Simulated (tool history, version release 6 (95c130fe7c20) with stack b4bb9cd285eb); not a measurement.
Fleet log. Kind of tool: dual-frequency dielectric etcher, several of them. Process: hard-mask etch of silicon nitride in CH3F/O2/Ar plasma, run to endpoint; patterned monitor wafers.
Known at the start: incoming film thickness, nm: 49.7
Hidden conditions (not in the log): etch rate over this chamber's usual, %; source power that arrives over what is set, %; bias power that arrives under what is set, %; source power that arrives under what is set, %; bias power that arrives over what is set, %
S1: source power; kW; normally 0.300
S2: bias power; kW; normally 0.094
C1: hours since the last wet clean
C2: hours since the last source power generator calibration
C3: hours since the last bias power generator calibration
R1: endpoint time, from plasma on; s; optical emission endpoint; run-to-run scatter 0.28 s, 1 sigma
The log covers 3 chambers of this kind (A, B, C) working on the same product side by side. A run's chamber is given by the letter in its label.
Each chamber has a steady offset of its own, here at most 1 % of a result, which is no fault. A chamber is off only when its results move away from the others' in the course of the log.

run	hour	S1	S2	C1	C2	C3	R1
1C	12.5	0.300	0.094	320.6	2022.6	969.5	74.140
2A	21.8	0.300	0.094	334.9	263.7	3250.7	72.751
3B	34.3	0.300	0.094	522.8	2874.6	766.6	72.968
4B	42.8	0.300	0.094	531.3	2883.1	775.1	72.854
5A	50.7	0.300	0.094	363.8	292.6	3279.6	72.732
6C	63.4	0.300	0.094	371.5	2073.5	1020.4	73.459
7A	74.1	0.340	0.111	387.2	316.0	3303.0	64.532
8B	82.8	0.340	0.111	571.3	2923.1	815.1	64.760
9C	92.3	0.340	0.111	400.4	2102.4	1049.3	65.975
# hour 100.9: chamber B: wet clean of the chamber
10A	104.2	0.360	0.084	417.3	346.1	3333.1	70.317
11C	118.5	0.360	0.084	426.6	2128.6	1075.5	71.197
12B	133.2	0.360	0.084	32.3	2973.5	865.5	70.804
13C	148.7	0.300	0.094	456.8	2158.8	1105.7	73.510
14B	156.0	0.300	0.094	55.1	2996.3	888.3	73.155
15A	169.7	0.300	0.094	482.8	411.6	3398.6	72.645
# hour 177.7: chamber A: wet clean of the chamber
16B	181.6	0.300	0.094	80.7	3021.9	913.9	72.804
17C	191.7	0.300	0.094	499.8	2201.8	1148.7	73.340
18A	204.9	0.300	0.094	27.3	446.8	3433.8	68.998
19A	219.1	0.300	0.094	41.5	461.0	3448.0	69.163
# hour 223.2: chamber C: wet clean of the chamber
20B	233.9	0.300	0.094	133.0	3074.2	966.2	72.679
21C	246.1	0.300	0.094	22.9	2256.2	1203.1	73.746
22C	253.2	0.300	0.094	30.0	2263.3	1210.2	73.847
23B	264.3	0.300	0.094	163.4	3104.6	996.6	72.913
24A	274.9	0.300	0.094	97.3	516.8	3503.8	69.361
25B	286.1	0.300	0.094	185.2	3126.4	1018.4	72.802
26A	299.2	0.300	0.094	121.6	541.1	3528.1	69.230
27C	313.3	0.300	0.107	90.1	2323.4	1270.3	69.875
28B	327.2	0.300	0.107	226.3	3167.5	1059.5	69.422
29C	336.3	0.300	0.107	113.1	2346.4	1293.3	70.438
30A	345.7	0.300	0.094	168.1	587.6	3574.6	69.415
31B	356.6	0.260	0.108	255.7	3196.9	1088.9	72.601
32A	370.5	0.260	0.108	192.9	612.4	3599.4	69.327
33C	380.3	0.260	0.108	157.1	2390.4	1337.3	73.321
34C	390.1	0.300	0.094	166.9	2400.2	1347.1	73.276

Does one chamber stand apart from the rest, does the shared gauge drift, or is all well apart from small per-chamber offsets? Give the chamber and the most likely cause, where there is one.

After it was serviced, chamber A no longer matches the other chambers.
What lies behind it: etch rate over this chamber's usual, % = 5.05.

Chamber A could run next with any of the 4 candidate recipes listed below; each alters the usual settings, and their results appear as question marks. Which one brings its results back in line with what the other chambers deliver on the usual settings?
A result is in line if it is within this distance of the other chambers' mean on the usual settings: R1 0.990 s
35A-1	401.6	0.300	0.109				?
35A-2	401.6	0.300	0.079				?
35A-3	401.6	0.260	0.082				?
35A-4	401.6	0.390	0.094				?

Usual-settings mean across the other chambers: R1 73.171 s
run	R1
35A-1	65.268
35A-2	73.447
35A-3	76.509
35A-4	62.491
Change 35A-2 lands the chamber within the allowed miss of the other chambers.
